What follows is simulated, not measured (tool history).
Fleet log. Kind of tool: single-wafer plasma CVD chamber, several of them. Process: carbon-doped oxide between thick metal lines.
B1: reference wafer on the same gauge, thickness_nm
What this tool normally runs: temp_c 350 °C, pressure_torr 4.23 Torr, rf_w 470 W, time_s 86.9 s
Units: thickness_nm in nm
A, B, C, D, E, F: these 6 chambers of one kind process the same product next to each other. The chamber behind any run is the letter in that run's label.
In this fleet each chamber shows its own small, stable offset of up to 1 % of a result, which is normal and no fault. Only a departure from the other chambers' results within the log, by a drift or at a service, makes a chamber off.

run 1A day=0.433 | temp_c=350 pressure_torr=4.23 rf_w=470 time_s=86.9 | B1=394.8 | thickness_nm=414.21
run 2B day=0.996 | temp_c=350 pressure_torr=4.23 rf_w=470 time_s=86.9 | B1=395 | thickness_nm=407.4
run 3C day=1.512 | temp_c=350 pressure_torr=4.23 rf_w=470 time_s=86.9 | B1=395.05 | thickness_nm=410.54
run 4F day=2.033 | temp_c=350 pressure_torr=4.23 rf_w=470 time_s=86.9 | B1=395.28 | thickness_nm=411.96
run 5E day=2.525 | temp_c=350 pressure_torr=4.23 rf_w=470 time_s=86.9 | B1=395.15 | thickness_nm=408.32
run 6D day=2.942 | temp_c=355 pressure_torr=4.23 rf_w=470 time_s=72.3 | B1=394.74 | thickness_nm=342.1
-- day=3.204 chamber A: capacitance manometer re-zeroed and calibrated
run 7B day=3.233 | temp_c=355 pressure_torr=4.23 rf_w=470 time_s=72.3 | B1=395.02 | thickness_nm=335.13
run 8A day=3.696 | temp_c=355 pressure_torr=4.23 rf_w=470 time_s=72.3 | B1=394.97 | thickness_nm=340.33
run 9F day=4.262 | temp_c=355 pressure_torr=4.23 rf_w=470 time_s=72.3 | B1=395.19 | thickness_nm=337.79
run 10E day=4.588 | temp_c=355 pressure_torr=4.23 rf_w=470 time_s=72.3 | B1=394.99 | thickness_nm=337.96
run 11C day=5.167 | temp_c=355 pressure_torr=4.23 rf_w=470 time_s=72.3 | B1=395.27 | thickness_nm=340.44
run 12D day=5.475 | temp_c=350 pressure_torr=4.23 rf_w=470 time_s=86.9 | B1=394.98 | thickness_nm=416.04
-- day=5.733 chamber F: RF generator calibrated
run 13E day=5.812 | temp_c=350 pressure_torr=4.23 rf_w=470 time_s=86.9 | B1=395.01 | thickness_nm=406.54
run 14C day=6.142 | temp_c=350 pressure_torr=4.23 rf_w=470 time_s=86.9 | B1=394.82 | thickness_nm=412.45
-- day=6.438 chamber C: capacitance manometer re-zeroed and calibrated
run 15B day=6.462 | temp_c=350 pressure_torr=4.23 rf_w=470 time_s=86.9 | B1=394.77 | thickness_nm=406.84
-- day=6.496 chamber F: capacitance manometer re-zeroed and calibrated
run 16A day=6.879 | temp_c=350 pressure_torr=4.23 rf_w=470 time_s=86.9 | B1=394.94 | thickness_nm=411.32
run 17D day=7.204 | temp_c=350 pressure_torr=4.23 rf_w=470 time_s=86.9 | B1=395.49 | thickness_nm=417.38
-- day=7.467 chamber E: capacitance manometer re-zeroed and calibrated
run 18F day=7.712 | temp_c=350 pressure_torr=4.23 rf_w=470 time_s=86.9 | B1=395.05 | thickness_nm=409.62
run 19E day=8.029 | temp_c=350 pressure_torr=4.23 rf_w=470 time_s=86.9 | B1=394.72 | thickness_nm=405.1
-- day=8.179 chamber B: capacitance manometer re-zeroed and calibrated
run 20A day=8.508 | temp_c=350 pressure_torr=4.23 rf_w=470 time_s=86.9 | B1=394.92 | thickness_nm=414.85
run 21C day=8.979 | temp_c=350 pressure_torr=4.23 rf_w=470 time_s=86.9 | B1=395.01 | thickness_nm=411.22
run 22D day=9.429 | temp_c=350 pressure_torr=3.51 rf_w=470 time_s=86.9 | B1=394.78 | thickness_nm=403.9
run 23F day=9.871 | temp_c=350 pressure_torr=3.51 rf_w=470 time_s=86.9 | B1=395.16 | thickness_nm=399.87
run 24B day=10.208 | temp_c=350 pressure_torr=3.51 rf_w=470 time_s=86.9 | B1=394.62 | thickness_nm=393.65
run 25D day=10.525 | temp_c=350 pressure_torr=3.51 rf_w=470 time_s=86.9 | B1=394.71 | thickness_nm=402.57
run 26E day=10.875 | temp_c=350 pressure_torr=3.51 rf_w=470 time_s=86.9 | B1=394.98 | thickness_nm=391.21
run 27B day=11.267 | temp_c=350 pressure_torr=3.51 rf_w=470 time_s=86.9 | B1=395 | thickness_nm=396.92
-- day=11.288 chamber B: thermocouple changed; heater temperature recalibrated
-- day=11.654 chamber D: capacitance manometer re-zeroed and calibrated
run 28C day=11.779 | temp_c=350 pressure_torr=4.23 rf_w=470 time_s=86.9 | B1=394.86 | thickness_nm=410.21
run 29F day=12.333 | temp_c=350 pressure_torr=3.36 rf_w=470 time_s=86.9 | B1=394.95 | thickness_nm=396.71
run 30A day=12.6 | temp_c=350 pressure_torr=3.36 rf_w=470 time_s=86.9 | B1=395.33 | thickness_nm=401.82
run 31F day=12.908 | temp_c=350 pressure_torr=3.36 rf_w=470 time_s=86.9 | B1=394.84 | thickness_nm=395.81
run 32B day=13.512 | temp_c=350 pressure_torr=3.36 rf_w=470 time_s=86.9 | B1=394.94 | thickness_nm=396.11
run 33C day=14.108 | temp_c=350 pressure_torr=3.36 rf_w=470 time_s=86.9 | B1=395.14 | thickness_nm=400.81
run 34E day=14.675 | temp_c=350 pressure_torr=3.36 rf_w=470 time_s=86.9 | B1=394.87 | thickness_nm=386.53
run 35A day=15.038 | temp_c=350 pressure_torr=4.23 rf_w=470 time_s=86.9 | B1=395.15 | thickness_nm=413.61
run 36D day=15.629 | temp_c=350 pressure_torr=4.23 rf_w=470 time_s=86.9 | B1=394.81 | thickness_nm=413.21
run 37E day=16.171 | temp_c=350 pressure_torr=4.23 rf_w=470 time_s=86.9 | B1=394.87 | thickness_nm=395.84
run 38D day=16.738 | temp_c=350 pressure_torr=4.23 rf_w=470 time_s=86.9 | B1=394.93 | thickness_nm=413.24
run 39F day=17.021 | temp_c=350 pressure_torr=4.23 rf_w=470 time_s=86.9 | B1=394.89 | thickness_nm=409.12
run 40A day=17.333 | temp_c=350 pressure_torr=4.23 rf_w=470 time_s=86.9 | B1=394.87 | thickness_nm=412.17
run 41B day=17.867 | temp_c=350 pressure_torr=4.23 rf_w=470 time_s=86.9 | B1=395.16 | thickness_nm=408.92
run 42C day=18.267 | temp_c=350 pressure_torr=4.23 rf_w=470 time_s=86.9 | B1=395.04 | thickness_nm=411.52

Is one chamber out of step, is the gauge drifting, or do the chambers differ by no more than their own small offsets? For an off chamber, give its letter and the likeliest cause.

It is chamber E that slowly wanders off from its peers.
Likeliest cause: delivered RF power below the setpoint (%) = 5.8.

Here are 4 candidates for chamber E's next run, each the usual settings with a change, their results left as question marks. Which one brings its results back in line with what the others give on the usual settings?
Counts as in line when no further than this from what the other chambers average on the usual settings: thickness_nm 4.2 nm
run 43E-1 day=18.704 | temp_c=350 pressure_torr=4.28 rf_w=470 time_s=90.9 | thickness_nm=?
run 43E-2 day=18.704 | temp_c=348 pressure_torr=4.38 rf_w=520 time_s=86.9 | thickness_nm=?
run 43E-3 day=18.704 | temp_c=351 pressure_torr=4.19 rf_w=470 time_s=83 | thickness_nm=?
run 43E-4 day=18.704 | temp_c=352 pressure_torr=4.23 rf_w=425 time_s=86.9 | thickness_nm=?

The mean the other chambers reach with the usual settings: thickness_nm 411.56 nm
run=43E-1 thickness_nm=411.15
run=43E-2 thickness_nm=423.61
run=43E-3 thickness_nm=373.51
run=43E-4 thickness_nm=363.06
With 43E-1, the chamber falls back in line with the rest.

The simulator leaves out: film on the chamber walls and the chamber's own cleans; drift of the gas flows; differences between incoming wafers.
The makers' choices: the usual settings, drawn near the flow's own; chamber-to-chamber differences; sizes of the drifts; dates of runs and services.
